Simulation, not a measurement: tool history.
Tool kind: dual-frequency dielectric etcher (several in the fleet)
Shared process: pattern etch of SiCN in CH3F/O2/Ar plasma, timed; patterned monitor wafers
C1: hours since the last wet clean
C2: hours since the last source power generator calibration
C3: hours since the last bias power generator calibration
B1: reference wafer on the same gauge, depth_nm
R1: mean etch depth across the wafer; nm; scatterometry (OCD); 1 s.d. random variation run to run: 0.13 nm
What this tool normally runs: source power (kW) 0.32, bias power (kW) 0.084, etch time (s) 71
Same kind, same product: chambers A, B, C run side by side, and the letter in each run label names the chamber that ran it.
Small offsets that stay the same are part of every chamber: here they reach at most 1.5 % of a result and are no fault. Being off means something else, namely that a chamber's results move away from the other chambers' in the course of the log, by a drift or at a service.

{"run": "1C", "hour": 4.8, "source power (kW)": 0.32, "bias power (kW)": 0.084, "etch time (s)": 71, "C1": 11.8, "C2": 554.9, "C3": 2957.8, "B1": 22.222, "R1": 26.145}
{"run": "2B", "hour": 9.7, "source power (kW)": 0.32, "bias power (kW)": 0.084, "etch time (s)": 71, "C1": 257.3, "C2": 2784.7, "C3": 1471, "B1": 22.203, "R1": 26.011}
{"run": "3A", "hour": 14.2, "source power (kW)": 0.32, "bias power (kW)": 0.084, "etch time (s)": 71, "C1": 611.9, "C2": 1063.1, "C3": 1286.2, "B1": 22.222, "R1": 25.464}
{"run": "4C", "hour": 19.2, "source power (kW)": 0.32, "bias power (kW)": 0.084, "etch time (s)": 71, "C1": 26.2, "C2": 569.3, "C3": 2972.2, "B1": 22.191, "R1": 26.045}
{"run": "5A", "hour": 23.0, "source power (kW)": 0.32, "bias power (kW)": 0.084, "etch time (s)": 71, "C1": 620.7, "C2": 1071.9, "C3": 1295, "B1": 22.196, "R1": 25.799}
{"run": "6B", "hour": 28.0, "source power (kW)": 0.32, "bias power (kW)": 0.084, "etch time (s)": 71, "C1": 275.6, "C2": 2803, "C3": 1489.3, "B1": 22.186, "R1": 26.026}
{"run": "7C", "hour": 32.1, "source power (kW)": 0.32, "bias power (kW)": 0.084, "etch time (s)": 71, "C1": 39.1, "C2": 582.2, "C3": 2985.1, "B1": 22.198, "R1": 25.996}
{"hour": 36.0, "done": "chamber A: wet clean of the chamber"}
{"run": "8B", "hour": 36.4, "source power (kW)": 0.39, "bias power (kW)": 0.092, "etch time (s)": 71, "C1": 284, "C2": 2811.4, "C3": 1497.7, "B1": 22.214, "R1": 28.998}
{"run": "9A", "hour": 41.1, "source power (kW)": 0.39, "bias power (kW)": 0.092, "etch time (s)": 71, "C1": 5.2, "C2": 1090, "C3": 1313.1, "B1": 22.208, "R1": 28.449}
{"run": "10B", "hour": 45.3, "source power (kW)": 0.39, "bias power (kW)": 0.092, "etch time (s)": 71, "C1": 292.9, "C2": 2820.3, "C3": 1506.6, "B1": 22.212, "R1": 28.897}
{"run": "11C", "hour": 48.6, "source power (kW)": 0.32, "bias power (kW)": 0.084, "etch time (s)": 71, "C1": 55.6, "C2": 598.7, "C3": 3001.6, "B1": 22.199, "R1": 25.863}
{"run": "12A", "hour": 51.5, "source power (kW)": 0.32, "bias power (kW)": 0.084, "etch time (s)": 71, "C1": 15.6, "C2": 1100.4, "C3": 1323.5, "B1": 22.195, "R1": 25.599}
{"run": "13A", "hour": 55.2, "source power (kW)": 0.32, "bias power (kW)": 0.084, "etch time (s)": 71, "C1": 19.3, "C2": 1104.1, "C3": 1327.2, "B1": 22.19, "R1": 25.686}
{"run": "14B", "hour": 58.9, "source power (kW)": 0.32, "bias power (kW)": 0.084, "etch time (s)": 71, "C1": 306.5, "C2": 2833.9, "C3": 1520.2, "B1": 22.217, "R1": 25.882}
{"run": "15C", "hour": 61.7, "source power (kW)": 0.32, "bias power (kW)": 0.084, "etch time (s)": 71, "C1": 68.7, "C2": 611.8, "C3": 3014.7, "B1": 22.199, "R1": 25.735}
{"run": "16C", "hour": 66.3, "source power (kW)": 0.35, "bias power (kW)": 0.074, "etch time (s)": 71, "C1": 73.3, "C2": 616.4, "C3": 3019.3, "B1": 22.208, "R1": 25.591}
{"run": "17A", "hour": 71.5, "source power (kW)": 0.35, "bias power (kW)": 0.074, "etch time (s)": 71, "C1": 35.6, "C2": 1120.4, "C3": 1343.5, "B1": 22.193, "R1": 25.337}
{"hour": 73.8, "done": "chamber C: bias power generator calibrated"}
{"run": "18B", "hour": 75.0, "source power (kW)": 0.35, "bias power (kW)": 0.074, "etch time (s)": 71, "C1": 322.6, "C2": 2850, "C3": 1536.3, "B1": 22.202, "R1": 25.913}
{"run": "19A", "hour": 78.0, "source power (kW)": 0.32, "bias power (kW)": 0.084, "etch time (s)": 71, "C1": 42.1, "C2": 1126.9, "C3": 1350, "B1": 22.191, "R1": 25.685}
{"run": "20C", "hour": 80.6, "source power (kW)": 0.32, "bias power (kW)": 0.084, "etch time (s)": 71, "C1": 87.6, "C2": 630.7, "C3": 6.9, "B1": 22.205, "R1": 26.012}
{"run": "21B", "hour": 84.6, "source power (kW)": 0.32, "bias power (kW)": 0.084, "etch time (s)": 71, "C1": 332.2, "C2": 2859.6, "C3": 1545.9, "B1": 22.205, "R1": 25.99}
{"run": "22B", "hour": 89.2, "source power (kW)": 0.39, "bias power (kW)": 0.084, "etch time (s)": 71, "C1": 336.8, "C2": 2864.2, "C3": 1550.5, "B1": 22.204, "R1": 27.818}
{"run": "23C", "hour": 94.3, "source power (kW)": 0.39, "bias power (kW)": 0.084, "etch time (s)": 71, "C1": 101.3, "C2": 644.4, "C3": 20.6, "B1": 22.196, "R1": 28.014}
{"run": "24A", "hour": 98.0, "source power (kW)": 0.39, "bias power (kW)": 0.084, "etch time (s)": 71, "C1": 62.1, "C2": 1146.9, "C3": 1370, "B1": 22.223, "R1": 27.607}
{"run": "25C", "hour": 100.6, "source power (kW)": 0.32, "bias power (kW)": 0.084, "etch time (s)": 71, "C1": 107.6, "C2": 650.7, "C3": 26.9, "B1": 22.226, "R1": 25.808}
{"run": "26A", "hour": 102.9, "source power (kW)": 0.32, "bias power (kW)": 0.084, "etch time (s)": 71, "C1": 67, "C2": 1151.8, "C3": 1374.9, "B1": 22.208, "R1": 25.63}
{"run": "27B", "hour": 107.2, "source power (kW)": 0.32, "bias power (kW)": 0.084, "etch time (s)": 71, "C1": 354.8, "C2": 2882.2, "C3": 1568.5, "B1": 22.241, "R1": 26.282}
{"run": "28B", "hour": 110.6, "source power (kW)": 0.32, "bias power (kW)": 0.084, "etch time (s)": 71, "C1": 358.2, "C2": 2885.6, "C3": 1571.9, "B1": 22.231, "R1": 26.16}
{"run": "29A", "hour": 115.2, "source power (kW)": 0.32, "bias power (kW)": 0.084, "etch time (s)": 71, "C1": 79.3, "C2": 1164.1, "C3": 1387.2, "B1": 22.207, "R1": 25.443}
{"run": "30C", "hour": 120.4, "source power (kW)": 0.32, "bias power (kW)": 0.075, "etch time (s)": 79.5, "C1": 127.4, "C2": 670.5, "C3": 46.7, "B1": 22.186, "R1": 27.996}
{"run": "31A", "hour": 124.9, "source power (kW)": 0.32, "bias power (kW)": 0.075, "etch time (s)": 79.5, "C1": 89, "C2": 1173.8, "C3": 1396.9, "B1": 22.222, "R1": 27.721}
{"run": "32C", "hour": 129.4, "source power (kW)": 0.32, "bias power (kW)": 0.075, "etch time (s)": 79.5, "C1": 136.4, "C2": 679.5, "C3": 55.7, "B1": 22.202, "R1": 27.914}
{"hour": 131.1, "done": "chamber B: wet clean of the chamber"}
{"run": "33B", "hour": 132.1, "source power (kW)": 0.32, "bias power (kW)": 0.084, "etch time (s)": 71, "C1": 1, "C2": 2907.1, "C3": 1593.4, "B1": 22.225, "R1": 25.841}
{"run": "34B", "hour": 135.9, "source power (kW)": 0.32, "bias power (kW)": 0.084, "etch time (s)": 71, "C1": 4.8, "C2": 2910.9, "C3": 1597.2, "B1": 22.197, "R1": 26.11}
{"run": "35C", "hour": 140.8, "source power (kW)": 0.32, "bias power (kW)": 0.084, "etch time (s)": 71, "C1": 147.8, "C2": 690.9, "C3": 67.1, "B1": 22.203, "R1": 25.886}
{"run": "36A", "hour": 145.9, "source power (kW)": 0.37, "bias power (kW)": 0.071, "etch time (s)": 71, "C1": 110, "C2": 1194.8, "C3": 1417.9, "B1": 22.206, "R1": 25.345}
{"run": "37C", "hour": 150.1, "source power (kW)": 0.37, "bias power (kW)": 0.071, "etch time (s)": 71, "C1": 157.1, "C2": 700.2, "C3": 76.4, "B1": 22.197, "R1": 25.735}
{"run": "38B", "hour": 154.1, "source power (kW)": 0.37, "bias power (kW)": 0.071, "etch time (s)": 71, "C1": 23, "C2": 2929.1, "C3": 1615.4, "B1": 22.202, "R1": 25.875}
{"run": "39A", "hour": 159.1, "source power (kW)": 0.32, "bias power (kW)": 0.084, "etch time (s)": 71, "C1": 123.2, "C2": 1208, "C3": 1431.1, "B1": 22.184, "R1": 25.845}
{"run": "40A", "hour": 161.3, "source power (kW)": 0.32, "bias power (kW)": 0.084, "etch time (s)": 71, "C1": 125.4, "C2": 1210.2, "C3": 1433.3, "B1": 22.199, "R1": 25.807}
{"run": "41B", "hour": 165.5, "source power (kW)": 0.32, "bias power (kW)": 0.084, "etch time (s)": 71, "C1": 34.4, "C2": 2940.5, "C3": 1626.8, "B1": 22.214, "R1": 25.846}
{"run": "42C", "hour": 170.1, "source power (kW)": 0.32, "bias power (kW)": 0.084, "etch time (s)": 71, "C1": 177.1, "C2": 720.2, "C3": 96.4, "B1": 22.19, "R1": 25.741}
{"run": "43B", "hour": 173.1, "source power (kW)": 0.32, "bias power (kW)": 0.084, "etch time (s)": 71, "C1": 42, "C2": 2948.1, "C3": 1634.4, "B1": 22.196, "R1": 26.032}
{"run": "44C", "hour": 178.3, "source power (kW)": 0.32, "bias power (kW)": 0.084, "etch time (s)": 71, "C1": 185.3, "C2": 728.4, "C3": 104.6, "B1": 22.207, "R1": 25.821}

For the next run the whole fleet of 3 chambers uses the same settings. Give each chamber's results:
{"run": "45A", "hour": 182.0, "source power (kW)": 0.32, "bias power (kW)": 0.084, "etch time (s)": 71, "R1": "?"}
{"run": "45B", "hour": 182.0, "source power (kW)": 0.32, "bias power (kW)": 0.084, "etch time (s)": 71, "R1": "?"}
{"run": "45C", "hour": 182.0, "source power (kW)": 0.32, "bias power (kW)": 0.084, "etch time (s)": 71, "R1": "?"}

run=45A R1=25.566
run=45B R1=25.989
run=45C R1=25.734
